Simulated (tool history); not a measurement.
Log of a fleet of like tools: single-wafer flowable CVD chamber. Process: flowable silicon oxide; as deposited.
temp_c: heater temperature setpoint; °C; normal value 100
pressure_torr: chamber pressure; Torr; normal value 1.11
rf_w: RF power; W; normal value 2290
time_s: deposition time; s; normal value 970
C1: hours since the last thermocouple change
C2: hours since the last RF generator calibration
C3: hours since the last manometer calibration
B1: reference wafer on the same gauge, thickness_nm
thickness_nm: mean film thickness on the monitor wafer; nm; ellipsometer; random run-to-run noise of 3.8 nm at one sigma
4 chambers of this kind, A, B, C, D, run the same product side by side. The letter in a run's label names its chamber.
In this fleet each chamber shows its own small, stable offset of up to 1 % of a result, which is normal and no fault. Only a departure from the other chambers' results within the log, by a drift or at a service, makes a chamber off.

{"hour": 7.1, "done": "chamber C: capacitance manometer re-zeroed and calibrated"}
{"run": "1A", "hour": 12.8, "temp_c": 100, "pressure_torr": 1.11, "rf_w": 2290, "time_s": 970, "C1": 2015.1, "C2": 1304.0, "C3": 1904.7, "B1": 1067.7, "thickness_nm": 897.26}
{"run": "2D", "hour": 19.4, "temp_c": 100, "pressure_torr": 1.11, "rf_w": 2290, "time_s": 970, "C1": 474.0, "C2": 2063.1, "C3": 194.9, "B1": 1066.7, "thickness_nm": 899.33}
{"run": "3B", "hour": 28.1, "temp_c": 100, "pressure_torr": 1.11, "rf_w": 2290, "time_s": 970, "C1": 923.9, "C2": 1110.6, "C3": 370.0, "B1": 1068.5, "thickness_nm": 890.52}
{"run": "4C", "hour": 40.1, "temp_c": 100, "pressure_torr": 1.11, "rf_w": 2290, "time_s": 970, "C1": 1049.3, "C2": 1838.6, "C3": 33.0, "B1": 1068.0, "thickness_nm": 903.49}
{"run": "5B", "hour": 52.0, "temp_c": 100, "pressure_torr": 1.11, "rf_w": 2290, "time_s": 970, "C1": 947.8, "C2": 1134.5, "C3": 393.9, "B1": 1068.0, "thickness_nm": 900.64}
{"run": "6D", "hour": 62.5, "temp_c": 100, "pressure_torr": 1.11, "rf_w": 2290, "time_s": 970, "C1": 517.1, "C2": 2106.2, "C3": 238.0, "B1": 1068.3, "thickness_nm": 901.63}
{"run": "7C", "hour": 70.3, "temp_c": 100, "pressure_torr": 1.11, "rf_w": 2290, "time_s": 970, "C1": 1079.5, "C2": 1868.8, "C3": 63.2, "B1": 1067.1, "thickness_nm": 904.29}
{"run": "8A", "hour": 76.9, "temp_c": 100, "pressure_torr": 1.11, "rf_w": 2290, "time_s": 970, "C1": 2079.2, "C2": 1368.1, "C3": 1968.8, "B1": 1068.9, "thickness_nm": 893.52}
{"hour": 77.5, "done": "chamber A: thermocouple changed; heater temperature recalibrated"}
{"run": "9A", "hour": 86.0, "temp_c": 100, "pressure_torr": 1.11, "rf_w": 2290, "time_s": 970, "C1": 8.6, "C2": 1377.2, "C3": 1977.9, "B1": 1068.3, "thickness_nm": 894.19}
{"run": "10D", "hour": 99.9, "temp_c": 100, "pressure_torr": 1.11, "rf_w": 2290, "time_s": 970, "C1": 554.5, "C2": 2143.6, "C3": 275.4, "B1": 1067.5, "thickness_nm": 901.16}
{"run": "11B", "hour": 113.5, "temp_c": 100, "pressure_torr": 1.11, "rf_w": 2290, "time_s": 970, "C1": 1009.3, "C2": 1196.0, "C3": 455.4, "B1": 1068.0, "thickness_nm": 898.96}
{"run": "12C", "hour": 127.1, "temp_c": 100, "pressure_torr": 1.11, "rf_w": 2290, "time_s": 970, "C1": 1136.3, "C2": 1925.6, "C3": 120.0, "B1": 1068.0, "thickness_nm": 916.79}
{"run": "13C", "hour": 137.0, "temp_c": 100, "pressure_torr": 1.11, "rf_w": 2290, "time_s": 970, "C1": 1146.2, "C2": 1935.5, "C3": 129.9, "B1": 1068.1, "thickness_nm": 919.52}
{"run": "14B", "hour": 147.8, "temp_c": 100, "pressure_torr": 1.11, "rf_w": 2290, "time_s": 970, "C1": 1043.6, "C2": 1230.3, "C3": 489.7, "B1": 1068.9, "thickness_nm": 894.36}
{"run": "15D", "hour": 158.3, "temp_c": 100, "pressure_torr": 1.11, "rf_w": 2290, "time_s": 1034, "C1": 612.9, "C2": 2202.0, "C3": 333.8, "B1": 1069.5, "thickness_nm": 973.15}
{"run": "16A", "hour": 165.4, "temp_c": 100, "pressure_torr": 1.11, "rf_w": 2290, "time_s": 1034, "C1": 88.0, "C2": 1456.6, "C3": 2057.3, "B1": 1067.2, "thickness_nm": 953.73}
{"run": "17A", "hour": 172.0, "temp_c": 100, "pressure_torr": 1.11, "rf_w": 2290, "time_s": 1034, "C1": 94.6, "C2": 1463.2, "C3": 2063.9, "B1": 1068.6, "thickness_nm": 956.84}
{"run": "18B", "hour": 182.6, "temp_c": 100, "pressure_torr": 1.11, "rf_w": 2290, "time_s": 1034, "C1": 1078.4, "C2": 1265.1, "C3": 524.5, "B1": 1067.8, "thickness_nm": 954.33}
{"run": "19C", "hour": 193.6, "temp_c": 100, "pressure_torr": 1.11, "rf_w": 2290, "time_s": 970, "C1": 1202.8, "C2": 1992.1, "C3": 186.5, "B1": 1066.9, "thickness_nm": 937.66}
{"hour": 196.0, "done": "chamber C: RF generator calibrated"}
{"run": "20D", "hour": 206.4, "temp_c": 100, "pressure_torr": 1.11, "rf_w": 2290, "time_s": 970, "C1": 661.0, "C2": 2250.1, "C3": 381.9, "B1": 1068.4, "thickness_nm": 906.36}
{"run": "21D", "hour": 212.7, "temp_c": 100, "pressure_torr": 1.11, "rf_w": 1925, "time_s": 1159, "C1": 667.3, "C2": 2256.4, "C3": 388.2, "B1": 1067.8, "thickness_nm": 1039.1}
{"run": "22B", "hour": 224.2, "temp_c": 100, "pressure_torr": 1.11, "rf_w": 1925, "time_s": 1159, "C1": 1120.0, "C2": 1306.7, "C3": 566.1, "B1": 1068.4, "thickness_nm": 1028.5}
{"run": "23A", "hour": 233.8, "temp_c": 100, "pressure_torr": 1.11, "rf_w": 1925, "time_s": 1159, "C1": 156.4, "C2": 1525.0, "C3": 2125.7, "B1": 1067.2, "thickness_nm": 1033.7}
{"run": "24C", "hour": 244.6, "temp_c": 100, "pressure_torr": 1.11, "rf_w": 1925, "time_s": 1159, "C1": 1253.8, "C2": 48.6, "C3": 237.5, "B1": 1067.1, "thickness_nm": 1083.0}
{"hour": 251.2, "done": "chamber A: capacitance manometer re-zeroed and calibrated"}
{"run": "25D", "hour": 253.6, "temp_c": 100, "pressure_torr": 1.11, "rf_w": 2290, "time_s": 970, "C1": 708.2, "C2": 2297.3, "C3": 429.1, "B1": 1067.3, "thickness_nm": 901.2}
{"run": "26C", "hour": 260.1, "temp_c": 100, "pressure_torr": 1.11, "rf_w": 2290, "time_s": 970, "C1": 1269.3, "C2": 64.1, "C3": 253.0, "B1": 1068.0, "thickness_nm": 941.83}
{"run": "27B", "hour": 268.1, "temp_c": 100, "pressure_torr": 1.11, "rf_w": 2290, "time_s": 970, "C1": 1163.9, "C2": 1350.6, "C3": 610.0, "B1": 1069.8, "thickness_nm": 893.81}
{"run": "28A", "hour": 276.1, "temp_c": 105, "pressure_torr": 1.11, "rf_w": 2290, "time_s": 1117, "C1": 198.7, "C2": 1567.3, "C3": 24.9, "B1": 1067.5, "thickness_nm": 872.85}
{"run": "29C", "hour": 286.9, "temp_c": 105, "pressure_torr": 1.11, "rf_w": 2290, "time_s": 1117, "C1": 1296.1, "C2": 90.9, "C3": 279.8, "B1": 1068.4, "thickness_nm": 921.86}

Read the log: is a single chamber off, either drifting away or since a service, is the gauge that measures every chamber drifting, or is nothing wrong beyond small per-chamber offsets? Name any odd chamber and what most likely caused it.

It is chamber C that slowly wanders off from its peers.
Cause: wafer temperature below the value expected at the setpoint (K) = 1.52.
With only this log, it may be confused with: true pressure above the setpoint (%).

Below are 4 candidate recipes for chamber C's next run, each the usual settings with a change, their results shown as question marks. Which of them brings C's results back in line with what the other chambers give on the usual settings?
Maximum distance from the other chambers' mean on the usual settings for a result to count as in line: thickness_nm 13.00 nm
{"run": "30C-1", "hour": 296.8, "temp_c": 100, "pressure_torr": 1.13, "rf_w": 2295, "time_s": 979, "thickness_nm": "?"}
{"run": "30C-2", "hour": 296.8, "temp_c": 100, "pressure_torr": 1.08, "rf_w": 2285, "time_s": 970, "thickness_nm": "?"}
{"run": "30C-3", "hour": 296.8, "temp_c": 100, "pressure_torr": 1.11, "rf_w": 2310, "time_s": 1022, "thickness_nm": "?"}
{"run": "30C-4", "hour": 296.8, "temp_c": 100, "pressure_torr": 1.07, "rf_w": 2290, "time_s": 952, "thickness_nm": "?"}

On the usual settings, the other chambers give on average: thickness_nm 898.49 nm
run=30C-1 thickness_nm=977.51
run=30C-2 thickness_nm=920.58
run=30C-3 thickness_nm=1001.40
run=30C-4 thickness_nm=894.53
The right change is 30C-4: it brings the chamber back within the allowed miss of the others.

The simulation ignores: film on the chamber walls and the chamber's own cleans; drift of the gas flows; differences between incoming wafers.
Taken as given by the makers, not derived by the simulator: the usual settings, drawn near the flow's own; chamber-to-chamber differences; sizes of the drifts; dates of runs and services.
